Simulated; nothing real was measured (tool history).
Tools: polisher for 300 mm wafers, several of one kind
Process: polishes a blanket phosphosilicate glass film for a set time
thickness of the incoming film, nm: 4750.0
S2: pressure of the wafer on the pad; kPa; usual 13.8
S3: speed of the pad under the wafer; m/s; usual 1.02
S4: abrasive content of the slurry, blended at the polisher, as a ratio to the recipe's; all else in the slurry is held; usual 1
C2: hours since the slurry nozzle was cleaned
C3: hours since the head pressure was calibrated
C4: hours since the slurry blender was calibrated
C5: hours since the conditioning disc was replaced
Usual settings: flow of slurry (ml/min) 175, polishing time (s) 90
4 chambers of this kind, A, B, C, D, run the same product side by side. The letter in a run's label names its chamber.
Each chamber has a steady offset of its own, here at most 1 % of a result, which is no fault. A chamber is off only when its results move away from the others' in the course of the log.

-- hour=6 chamber D: worn pad replaced by a new one
run 1A hour=8.5 | flow_of_slurry_(ml/min)=175 S2=13.8 S3=1.02 S4=1 polishing_time_(s)=90 | wafers_polished_on_this_pad=973 C2=94.1 C3=826.6 C4=206.5 C5=75.9 | film_removed_(angstrom)=4199.7
run 2B hour=18.2 | flow_of_slurry_(ml/min)=175 S2=13.8 S3=1.02 S4=1 polishing_time_(s)=90 | wafers_polished_on_this_pad=635 C2=328.2 C3=97.4 C4=170.9 C5=186.2 | film_removed_(angstrom)=4286.1
-- hour=21.5 chamber B: slurry blender recalibrated
run 3C hour=27.6 | flow_of_slurry_(ml/min)=175 S2=13.8 S3=1.02 S4=1 polishing_time_(s)=90 | wafers_polished_on_this_pad=998 C2=369.7 C3=42.2 C4=41.8 C5=404.1 | film_removed_(angstrom)=4154
-- hour=29.6 chamber C: worn pad replaced by a new one
run 4D hour=39.7 | flow_of_slurry_(ml/min)=175 S2=13.8 S3=1.02 S4=1 polishing_time_(s)=90 | wafers_polished_on_this_pad=365 C2=370.8 C3=437.8 C4=68.5 C5=78.6 | film_removed_(angstrom)=4115.8
-- hour=46 chamber B: worn pad replaced by a new one
run 5C hour=48.3 | flow_of_slurry_(ml/min)=175 S2=13.8 S3=1.02 S4=1 polishing_time_(s)=90 | wafers_polished_on_this_pad=202 C2=390.4 C3=62.9 C4=62.5 C5=424.8 | film_removed_(angstrom)=3989.9
-- hour=55.4 chamber B: slurry nozzle cleaned
-- hour=59.3 chamber A: worn pad replaced by a new one
run 6B hour=61 | flow_of_slurry_(ml/min)=175 S2=13.8 S3=1.02 S4=1 polishing_time_(s)=90 | wafers_polished_on_this_pad=162 C2=5.6 C3=140.2 C4=39.5 C5=229 | film_removed_(angstrom)=4145.5
-- hour=70 chamber D: worn pad replaced by a new one
run 7D hour=72.1 | flow_of_slurry_(ml/min)=175 S2=13.8 S3=1.02 S4=1 polishing_time_(s)=90 | wafers_polished_on_this_pad=23 C2=403.2 C3=470.2 C4=100.9 C5=111 | film_removed_(angstrom)=4119.4
run 8A hour=79.8 | flow_of_slurry_(ml/min)=175 S2=13.8 S3=1.02 S4=1 polishing_time_(s)=90 | wafers_polished_on_this_pad=222 C2=165.4 C3=897.9 C4=277.8 C5=147.2 | film_removed_(angstrom)=4098.3
run 9B hour=85.9 | flow_of_slurry_(ml/min)=175 S2=13.8 S3=1.02 S4=1 polishing_time_(s)=90 | wafers_polished_on_this_pad=432 C2=30.5 C3=165.1 C4=64.4 C5=253.9 | film_removed_(angstrom)=4106.3
-- hour=89.9 chamber C: conditioning disc replaced and pad reconditioned
run 10A hour=94.5 | flow_of_slurry_(ml/min)=175 S2=16.5 S3=1.02 S4=1.15 polishing_time_(s)=90 | wafers_polished_on_this_pad=381 C2=180.1 C3=912.6 C4=292.5 C5=161.9 | film_removed_(angstrom)=5344.7
-- hour=97.6 chamber D: slurry blender recalibrated
run 11D hour=104.8 | flow_of_slurry_(ml/min)=175 S2=16.5 S3=1.02 S4=1.15 polishing_time_(s)=90 | wafers_polished_on_this_pad=377 C2=435.9 C3=502.9 C4=7.3 C5=143.7 | film_removed_(angstrom)=5234.5
run 12C hour=112.1 | flow_of_slurry_(ml/min)=175 S2=16.5 S3=1.02 S4=1.15 polishing_time_(s)=90 | wafers_polished_on_this_pad=894 C2=454.2 C3=126.7 C4=126.3 C5=22.3 | film_removed_(angstrom)=5296.2
-- hour=116.7 chamber D: slurry nozzle cleaned
run 13D hour=121.2 | flow_of_slurry_(ml/min)=175 S2=16.5 S3=1.02 S4=1.15 polishing_time_(s)=90 | wafers_polished_on_this_pad=555 C2=4.6 C3=519.3 C4=23.7 C5=160.1 | film_removed_(angstrom)=5313.3
-- hour=121.3 chamber A: slurry blender recalibrated
-- hour=126.8 chamber D: worn pad replaced by a new one
-- hour=130 chamber B: worn pad replaced by a new one
run 14A hour=132 | flow_of_slurry_(ml/min)=175 S2=13.8 S3=1.02 S4=1 polishing_time_(s)=90 | wafers_polished_on_this_pad=788 C2=217.6 C3=950.1 C4=10.8 C5=199.4 | film_removed_(angstrom)=4163.2
-- hour=136.9 chamber C: worn pad replaced by a new one
run 15C hour=137.8 | flow_of_slurry_(ml/min)=175 S2=13.8 S3=1.02 S4=1.2 polishing_time_(s)=90 | wafers_polished_on_this_pad=10 C2=479.9 C3=152.4 C4=152 C5=48 | film_removed_(angstrom)=4406.7
run 16B hour=150.2 | flow_of_slurry_(ml/min)=175 S2=13.8 S3=1.02 S4=1.2 polishing_time_(s)=90 | wafers_polished_on_this_pad=219 C2=94.8 C3=229.4 C4=128.7 C5=318.2 | film_removed_(angstrom)=4484.1
run 17B hour=163 | flow_of_slurry_(ml/min)=175 S2=13.8 S3=1.02 S4=1.2 polishing_time_(s)=90 | wafers_polished_on_this_pad=358 C2=107.6 C3=242.2 C4=141.5 C5=331 | film_removed_(angstrom)=4482
run 18C hour=170.1 | flow_of_slurry_(ml/min)=175 S2=13.8 S3=1.02 S4=1.2 polishing_time_(s)=90 | wafers_polished_on_this_pad=360 C2=512.2 C3=184.7 C4=184.3 C5=80.3 | film_removed_(angstrom)=4492.1
run 19D hour=177.9 | flow_of_slurry_(ml/min)=175 S2=13.8 S3=1.02 S4=1 polishing_time_(s)=90 | wafers_polished_on_this_pad=553 C2=61.3 C3=576 C4=80.4 C5=216.8 | film_removed_(angstrom)=4152.9
-- hour=182.4 chamber A: worn pad replaced by a new one
run 20A hour=186.3 | flow_of_slurry_(ml/min)=175 S2=13.8 S3=1.02 S4=1 polishing_time_(s)=90 | wafers_polished_on_this_pad=42 C2=271.9 C3=1004.4 C4=65.1 C5=253.7 | film_removed_(angstrom)=4157.3
-- hour=195.2 chamber B: slurry blender recalibrated
run 21D hour=197.3 | flow_of_slurry_(ml/min)=175 S2=13.8 S3=1.02 S4=1 polishing_time_(s)=90 | wafers_polished_on_this_pad=764 C2=80.7 C3=595.4 C4=99.8 C5=236.2 | film_removed_(angstrom)=4142.6
-- hour=198.3 chamber D: worn pad replaced by a new one
-- hour=202 chamber B: conditioning disc replaced and pad reconditioned
-- hour=202.9 chamber B: worn pad replaced by a new one
-- hour=204.2 chamber C: slurry blender recalibrated
run 22C hour=206.3 | flow_of_slurry_(ml/min)=175 S2=13.8 S3=1.02 S4=1 polishing_time_(s)=90 | wafers_polished_on_this_pad=752 C2=548.4 C3=220.9 C4=2.1 C5=116.5 | film_removed_(angstrom)=4155.7
run 23B hour=216.5 | flow_of_slurry_(ml/min)=175 S2=13.8 S3=1.02 S4=1 polishing_time_(s)=90 | wafers_polished_on_this_pad=147 C2=161.1 C3=295.7 C4=21.3 C5=14.5 | film_removed_(angstrom)=4239.4
run 24A hour=228.9 | flow_of_slurry_(ml/min)=175 S2=11 S3=0.74 S4=1 polishing_time_(s)=90 | wafers_polished_on_this_pad=504 C2=314.5 C3=1047 C4=107.7 C5=296.3 | film_removed_(angstrom)=2536.1
-- hour=234.9 chamber C: worn pad replaced by a new one
run 25C hour=237.2 | flow_of_slurry_(ml/min)=175 S2=11 S3=0.74 S4=1 polishing_time_(s)=90 | wafers_polished_on_this_pad=25 C2=579.3 C3=251.8 C4=33 C5=147.4 | film_removed_(angstrom)=2490.9
run 26B hour=244.9 | flow_of_slurry_(ml/min)=175 S2=11 S3=0.74 S4=1 polishing_time_(s)=90 | wafers_polished_on_this_pad=455 C2=189.5 C3=324.1 C4=49.7 C5=42.9 | film_removed_(angstrom)=2629.4
-- hour=245.2 chamber D: slurry blender recalibrated
run 27D hour=256 | flow_of_slurry_(ml/min)=175 S2=11 S3=0.74 S4=1 polishing_time_(s)=90 | wafers_polished_on_this_pad=626 C2=139.4 C3=654.1 C4=10.9 C5=294.9 | film_removed_(angstrom)=2548
run 28A hour=264.5 | flow_of_slurry_(ml/min)=175 S2=13.8 S3=1.02 S4=1 polishing_time_(s)=90 | wafers_polished_on_this_pad=889 C2=350.1 C3=1082.6 C4=143.3 C5=331.9 | film_removed_(angstrom)=4215.5
-- hour=272.4 chamber D: worn pad replaced by a new one
run 29A hour=273.2 | flow_of_slurry_(ml/min)=175 S2=13.8 S3=1.02 S4=1 polishing_time_(s)=90 | wafers_polished_on_this_pad=984 C2=358.8 C3=1091.3 C4=152 C5=340.6 | film_removed_(angstrom)=4167.7
-- hour=282.2 chamber B: worn pad replaced by a new one
run 30C hour=285.3 | flow_of_slurry_(ml/min)=175 S2=13.8 S3=1.02 S4=1 polishing_time_(s)=90 | wafers_polished_on_this_pad=547 C2=627.4 C3=299.9 C4=81.1 C5=195.5 | film_removed_(angstrom)=4077.2
run 31D hour=292 | flow_of_slurry_(ml/min)=175 S2=13.8 S3=1.02 S4=1 polishing_time_(s)=90 | wafers_polished_on_this_pad=212 C2=175.4 C3=690.1 C4=46.9 C5=330.9 | film_removed_(angstrom)=4074.1
run 32B hour=299.1 | flow_of_slurry_(ml/min)=175 S2=13.8 S3=1.02 S4=1 polishing_time_(s)=90 | wafers_polished_on_this_pad=183 C2=243.7 C3=378.3 C4=103.9 C5=97.1 | film_removed_(angstrom)=4182.3
run 33B hour=306.1 | flow_of_slurry_(ml/min)=175 S2=13.8 S3=1.02 S4=1 polishing_time_(s)=90 | wafers_polished_on_this_pad=259 C2=250.7 C3=385.3 C4=110.9 C5=104.1 | film_removed_(angstrom)=4189.7
run 34C hour=314.4 | flow_of_slurry_(ml/min)=175 S2=13.8 S3=1.02 S4=1 polishing_time_(s)=90 | wafers_polished_on_this_pad=862 C2=656.5 C3=329 C4=110.2 C5=224.6 | film_removed_(angstrom)=4096.6
-- hour=318.5 chamber A: worn pad replaced by a new one
run 35A hour=323.1 | flow_of_slurry_(ml/min)=175 S2=13.8 S3=1.02 S4=1 polishing_time_(s)=90 | wafers_polished_on_this_pad=50 C2=408.7 C3=1141.2 C4=201.9 C5=390.5 | film_removed_(angstrom)=4182.6

Is one chamber off against the others, does the gauge drift, or is nothing wrong? If a chamber is off, say which, and what the likeliest cause is.

No chamber stands off beyond its own small offset, and the gauge holds steady.

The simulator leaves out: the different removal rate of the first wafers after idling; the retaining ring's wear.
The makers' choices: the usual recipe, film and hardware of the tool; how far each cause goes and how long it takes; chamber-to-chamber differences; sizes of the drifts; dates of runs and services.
